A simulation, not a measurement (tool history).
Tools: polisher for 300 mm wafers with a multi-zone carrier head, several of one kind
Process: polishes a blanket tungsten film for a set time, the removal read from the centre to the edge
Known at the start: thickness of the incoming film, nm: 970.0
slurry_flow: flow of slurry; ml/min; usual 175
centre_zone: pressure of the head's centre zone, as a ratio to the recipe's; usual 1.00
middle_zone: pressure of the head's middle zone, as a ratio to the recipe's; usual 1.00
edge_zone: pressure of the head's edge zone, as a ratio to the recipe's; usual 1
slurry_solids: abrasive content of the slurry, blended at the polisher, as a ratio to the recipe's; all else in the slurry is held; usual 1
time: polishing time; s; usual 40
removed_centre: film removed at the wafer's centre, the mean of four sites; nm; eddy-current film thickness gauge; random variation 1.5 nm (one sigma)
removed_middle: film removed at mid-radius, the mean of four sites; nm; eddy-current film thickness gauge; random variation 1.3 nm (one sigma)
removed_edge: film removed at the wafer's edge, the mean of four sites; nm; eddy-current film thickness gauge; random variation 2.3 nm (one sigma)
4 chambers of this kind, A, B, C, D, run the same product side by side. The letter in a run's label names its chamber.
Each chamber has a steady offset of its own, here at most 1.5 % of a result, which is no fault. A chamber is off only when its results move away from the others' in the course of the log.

| run | hour | slurry_flow | centre_zone | middle_zone | edge_zone | slurry_solids | time | wafers polished on this pad | hours since the slurry nozzle was cleaned | hours since the centre zone pressure was calibrated | hours since the edge zone pressure was calibrated | removed_centre | removed_middle | removed_edge |
|---|---|---|---|---|---|---|---|---|---|---|---|---|---|---|
| 1C | 3.0 | 175 | 1.00 | 1.00 | 1 | 1 | 40 | 263 | 472.7 | 81.2 | 475.4 | 219.07 | 220.09 | 220.78 |
| 2A | 7.3 | 175 | 1.00 | 1.00 | 1 | 1 | 40 | 280 | 157.6 | 113.8 | 168.4 | 221.13 | 218.81 | 222.07 |
| 3D | 10.3 | 175 | 1.00 | 1.00 | 1 | 1 | 40 | 452 | 335.5 | 1022.7 | 159.2 | 218.71 | 217.48 | 216.88 |
| 4B | 15.5 | 175 | 1.00 | 1.00 | 1 | 1 | 40 | 741 | 233.1 | 205.0 | 564.8 | 218.27 | 223.35 | 227.14 |
|  | 17.8 | chamber D: worn pad replaced by a new one |
| 5B | 21.9 | 175 | 1.00 | 1.00 | 1 | 1 | 40 | 790 | 239.5 | 211.4 | 571.2 | 221.28 | 222.12 | 222.92 |
| 6D | 25.6 | 175 | 1.00 | 1.00 | 1 | 1 | 40 | 60 | 350.8 | 1038.0 | 174.5 | 219.48 | 218.29 | 219.86 |
| 7C | 31.5 | 175 | 1.00 | 1.00 | 1 | 1 | 40 | 481 | 501.2 | 109.7 | 503.9 | 222.83 | 223.04 | 218.85 |
| 8A | 37.5 | 175 | 1.00 | 1.00 | 1 | 1 | 40 | 511 | 187.8 | 144.0 | 198.6 | 222.96 | 220.73 | 222.26 |
| 9A | 42.2 | 175 | 1.00 | 1.00 | 1 | 1 | 40 | 547 | 192.5 | 148.7 | 203.3 | 222.82 | 220.58 | 220.72 |
|  | 43.2 | chamber C: slurry nozzle cleaned |
| 10D | 47.9 | 175 | 1.00 | 1.00 | 1 | 1 | 40 | 231 | 373.1 | 1060.3 | 196.8 | 220.80 | 217.34 | 216.74 |
|  | 53.5 | chamber B: worn pad replaced by a new one |
| 11B | 53.6 | 175 | 1.00 | 1.00 | 1 | 1 | 40 | 1 | 271.2 | 243.1 | 602.9 | 221.16 | 221.28 | 225.91 |
| 12C | 60.3 | 175 | 1.00 | 1.00 | 1 | 1 | 40 | 702 | 17.2 | 138.5 | 532.7 | 218.80 | 220.56 | 224.48 |
| 13D | 65.8 | 115 | 1.00 | 1.00 | 1 | 1 | 40 | 368 | 391.0 | 1078.2 | 214.7 | 199.93 | 197.67 | 204.67 |
| 14A | 69.4 | 115 | 1.00 | 1.00 | 1 | 1 | 40 | 755 | 219.7 | 175.9 | 230.5 | 202.68 | 200.88 | 205.04 |
| 15C | 73.4 | 115 | 1.00 | 1.00 | 1 | 1 | 40 | 802 | 30.3 | 151.6 | 545.8 | 200.68 | 203.35 | 211.83 |
| 16B | 78.7 | 115 | 1.00 | 1.00 | 1 | 1 | 40 | 193 | 296.3 | 268.2 | 628.0 | 200.49 | 203.23 | 211.02 |
| 17C | 83.7 | 140 | 1.05 | 1.00 | 1 | 1 | 40 | 881 | 40.6 | 161.9 | 556.1 | 223.22 | 214.87 | 212.97 |
|  | 86.3 | chamber C: worn pad replaced by a new one |
| 18A | 87.2 | 140 | 1.05 | 1.00 | 1 | 1 | 40 | 892 | 237.5 | 193.7 | 248.3 | 218.58 | 208.35 | 207.32 |
| 19B | 93.2 | 140 | 1.05 | 1.00 | 1 | 1 | 40 | 304 | 310.8 | 282.7 | 642.5 | 222.51 | 211.88 | 215.10 |
|  | 94.6 | chamber D: worn pad replaced by a new one |
| 20D | 98.5 | 140 | 1.05 | 1.00 | 1 | 1 | 40 | 30 | 423.7 | 1110.9 | 247.4 | 221.04 | 209.42 | 212.62 |
| 21D | 104.0 | 175 | 1.00 | 1.00 | 1 | 1 | 40 | 72 | 429.2 | 1116.4 | 252.9 | 220.83 | 218.97 | 218.95 |
|  | 107.4 | chamber D: centre zone pressure recalibrated |
| 22A | 109.2 | 175 | 1.00 | 1.00 | 1 | 1 | 40 | 1060 | 259.5 | 215.7 | 270.3 | 212.74 | 212.52 | 212.74 |
| 23B | 113.0 | 175 | 1.00 | 1.00 | 1 | 1 | 40 | 456 | 330.6 | 302.5 | 662.3 | 222.29 | 222.31 | 223.95 |
| 24C | 117.7 | 175 | 1.00 | 1.08 | 1 | 1 | 40 | 240 | 74.6 | 195.9 | 590.1 | 220.83 | 239.44 | 221.48 |
| 25D | 120.8 | 175 | 1.00 | 1.08 | 1 | 1 | 40 | 201 | 446.0 | 13.5 | 269.7 | 222.21 | 232.85 | 220.44 |
| 26B | 124.6 | 175 | 1.00 | 1.08 | 1 | 1 | 40 | 545 | 342.2 | 314.1 | 673.9 | 217.99 | 236.89 | 223.49 |
| 27C | 130.9 | 175 | 1.00 | 1.08 | 1 | 1 | 40 | 342 | 87.8 | 209.1 | 603.3 | 217.95 | 237.23 | 225.80 |
| 28A | 136.0 | 175 | 1.00 | 1.00 | 1 | 1 | 40 | 1266 | 286.3 | 242.5 | 297.1 | 210.45 | 207.61 | 206.86 |
| 29C | 140.9 | 175 | 1.00 | 1.00 | 1 | 1 | 40 | 418 | 97.8 | 219.1 | 613.3 | 221.31 | 223.05 | 221.91 |
| 30B | 144.7 | 175 | 1.00 | 1.00 | 1 | 1 | 40 | 699 | 362.3 | 334.2 | 694.0 | 219.42 | 225.30 | 221.98 |
| 31A | 149.6 | 175 | 1.00 | 1.00 | 1 | 1 | 40 | 1370 | 299.9 | 256.1 | 310.7 | 203.88 | 205.89 | 201.99 |
| 32D | 153.5 | 175 | 1.00 | 1.00 | 1 | 1 | 40 | 452 | 478.7 | 46.2 | 302.4 | 220.72 | 217.38 | 219.03 |

Next, every chamber runs the same settings. What will each give?
| 33A | 158.5 | 175 | 0.92 | 1.00 | 1 | 1 | 40 |  |  |  |  | ? | ? | ? |
| 33B | 158.5 | 175 | 0.92 | 1.00 | 1 | 1 | 40 |  |  |  |  | ? | ? | ? |
| 33C | 158.5 | 175 | 0.92 | 1.00 | 1 | 1 | 40 |  |  |  |  | ? | ? | ? |
| 33D | 158.5 | 175 | 0.92 | 1.00 | 1 | 1 | 40 |  |  |  |  | ? | ? | ? |

| run | removed_centre | removed_middle | removed_edge |
|---|---|---|---|
| 33A | 184.05 | 203.95 | 204.68 |
| 33B | 202.14 | 223.75 | 221.62 |
| 33C | 202.77 | 220.40 | 222.14 |
| 33D | 199.55 | 216.65 | 220.39 |

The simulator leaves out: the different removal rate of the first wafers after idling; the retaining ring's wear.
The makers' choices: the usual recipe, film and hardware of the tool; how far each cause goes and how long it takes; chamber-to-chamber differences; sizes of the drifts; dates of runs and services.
